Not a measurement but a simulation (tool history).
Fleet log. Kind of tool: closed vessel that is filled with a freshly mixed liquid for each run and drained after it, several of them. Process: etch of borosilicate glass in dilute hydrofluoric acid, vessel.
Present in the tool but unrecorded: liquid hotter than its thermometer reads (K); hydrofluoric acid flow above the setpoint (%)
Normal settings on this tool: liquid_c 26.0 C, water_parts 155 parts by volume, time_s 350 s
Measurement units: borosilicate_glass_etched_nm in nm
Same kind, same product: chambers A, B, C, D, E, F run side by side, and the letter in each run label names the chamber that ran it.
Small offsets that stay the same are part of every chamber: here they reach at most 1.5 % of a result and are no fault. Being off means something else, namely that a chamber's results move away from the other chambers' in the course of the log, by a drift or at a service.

| run | day | liquid_c | water_parts | time_s | hours since the thermometer was replaced | hours since the hydrofluoric acid flow meter was replaced | read-back film thickness of the borosilicate glass reference wafer, read on the same gauge (nm) | borosilicate_glass_etched_nm |
|---|---|---|---|---|---|---|---|---|
| 1D | 0.146 | 26.0 | 155 | 350 | 901.9 | 923.8 | 79.988 | 59.628 |
| 2F | 0.375 | 26.0 | 155 | 350 | 272.9 | 858.7 | 80.000 | 59.981 |
| 3B | 0.617 | 26.0 | 155 | 350 | 520.4 | 48.5 | 80.018 | 59.058 |
| 4C | 0.854 | 26.0 | 155 | 350 | 761.6 | 305.6 | 79.960 | 60.775 |
| 5A | 1.075 | 26.0 | 155 | 350 | 919.2 | 569.1 | 79.963 | 58.909 |
| 6E | 1.196 | 26.0 | 155 | 350 | 1178.9 | 1922.1 | 79.996 | 59.570 |
| 7F | 1.412 | 26.0 | 155 | 350 | 297.8 | 883.6 | 80.015 | 60.900 |
| 8D | 1.621 | 26.0 | 155 | 350 | 937.3 | 959.2 | 79.992 | 60.290 |
| 9E | 1.762 | 26.0 | 155 | 350 | 1192.5 | 1935.7 | 79.978 | 59.591 |
| 10B | 1.942 | 26.0 | 155 | 350 | 552.2 | 80.3 | 79.991 | 59.365 |
| 11A | 2.117 | 26.0 | 155 | 350 | 944.2 | 594.1 | 80.008 | 58.701 |
| 12C | 2.300 | 26.0 | 155 | 350 | 796.3 | 340.3 | 79.952 | 59.928 |
| 13C | 2.529 | 26.0 | 155 | 350 | 801.8 | 345.8 | 79.959 | 60.371 |
| 14F | 2.717 | 26.0 | 155 | 350 | 329.1 | 914.9 | 80.013 | 60.313 |
| 15E | 2.871 | 21.5 | 90 | 350 | 1219.1 | 1962.3 | 79.981 | 93.059 |
| 16A | 3.033 | 21.5 | 90 | 350 | 966.2 | 616.1 | 79.999 | 92.047 |
| 17D | 3.225 | 21.5 | 90 | 350 | 975.8 | 997.7 | 79.996 | 93.439 |
| 18B | 3.350 | 21.5 | 90 | 350 | 586.0 | 114.1 | 80.029 | 91.284 |
| 19C | 3.467 | 21.5 | 90 | 350 | 824.3 | 368.3 | 80.040 | 94.231 |
| 20A | 3.692 | 21.5 | 90 | 350 | 982.0 | 631.9 | 80.026 | 92.345 |
| 21D | 3.896 | 26.0 | 155 | 350 | 991.9 | 1013.8 | 79.992 | 59.915 |
| 22B | 4.096 | 26.0 | 155 | 350 | 603.9 | 132.0 | 80.020 | 59.332 |
| 23F | 4.333 | 28.5 | 215 | 350 | 367.9 | 953.7 | 80.025 | 43.547 |
| 24E | 4.521 | 28.5 | 215 | 350 | 1258.7 | 2001.9 | 79.997 | 43.306 |
| 25A | 4.671 | 28.5 | 215 | 350 | 1005.5 | 655.4 | 80.012 | 43.063 |
| 26E | 4.812 | 28.5 | 215 | 350 | 1265.7 | 2008.9 | 80.011 | 43.173 |
| 27B | 5.017 | 28.5 | 215 | 350 | 626.0 | 154.1 | 80.038 | 43.146 |
| 28F | 5.154 | 28.5 | 215 | 350 | 387.6 | 973.4 | 79.994 | 44.037 |
| 29C | 5.346 | 26.0 | 155 | 350 | 869.4 | 413.4 | 80.000 | 59.891 |
| 30D | 5.546 | 26.0 | 155 | 350 | 1031.5 | 1053.4 | 79.982 | 60.447 |
| 31B | 5.767 | 26.0 | 155 | 350 | 644.0 | 172.1 | 79.998 | 59.445 |
| 32F | 5.896 | 26.0 | 155 | 350 | 405.4 | 991.2 | 79.986 | 60.039 |
| 33D | 6.079 | 26.0 | 155 | 350 | 1044.3 | 1066.2 | 79.967 | 59.317 |
| 34E | 6.254 | 26.0 | 155 | 350 | 1300.3 | 2043.5 | 80.032 | 59.082 |
| 35A | 6.425 | 26.0 | 155 | 350 | 1047.6 | 697.5 | 80.009 | 58.465 |
| 36C | 6.642 | 26.0 | 155 | 350 | 900.5 | 444.5 | 79.966 | 59.852 |
| 37C | 6.758 | 29.0 | 155 | 230 | 903.3 | 447.3 | 79.959 | 43.788 |
| 38F | 6.971 | 29.0 | 155 | 230 | 431.2 | 1017.0 | 79.987 | 44.286 |
| 39E | 7.188 | 29.0 | 155 | 230 | 1322.7 | 2065.9 | 80.007 | 43.764 |
| 40D | 7.421 | 29.0 | 155 | 230 | 1076.5 | 1098.4 | 79.969 | 44.452 |
| 41A | 7.592 | 29.0 | 155 | 230 | 1075.6 | 725.5 | 79.969 | 43.725 |
| 42B | 7.804 | 29.0 | 155 | 230 | 692.9 | 221.0 | 80.011 | 43.660 |
| 43C | 8.046 | 26.0 | 155 | 350 | 934.2 | 478.2 | 80.031 | 59.876 |

Each of the 6 chambers runs these same settings next. Fill in every chamber's results:
| 44A | 8.221 | 24.0 | 155 | 350 |  |  |  | ? |
| 44B | 8.221 | 24.0 | 155 | 350 |  |  |  | ? |
| 44C | 8.221 | 24.0 | 155 | 350 |  |  |  | ? |
| 44D | 8.221 | 24.0 | 155 | 350 |  |  |  | ? |
| 44E | 8.221 | 24.0 | 155 | 350 |  |  |  | ? |
| 44F | 8.221 | 24.0 | 155 | 350 |  |  |  | ? |

| run | borosilicate_glass_etched_nm |
|---|---|
| 44A | 54.949 |
| 44B | 55.651 |
| 44C | 55.949 |
| 44D | 55.365 |
| 44E | 55.417 |
| 44F | 56.079 |
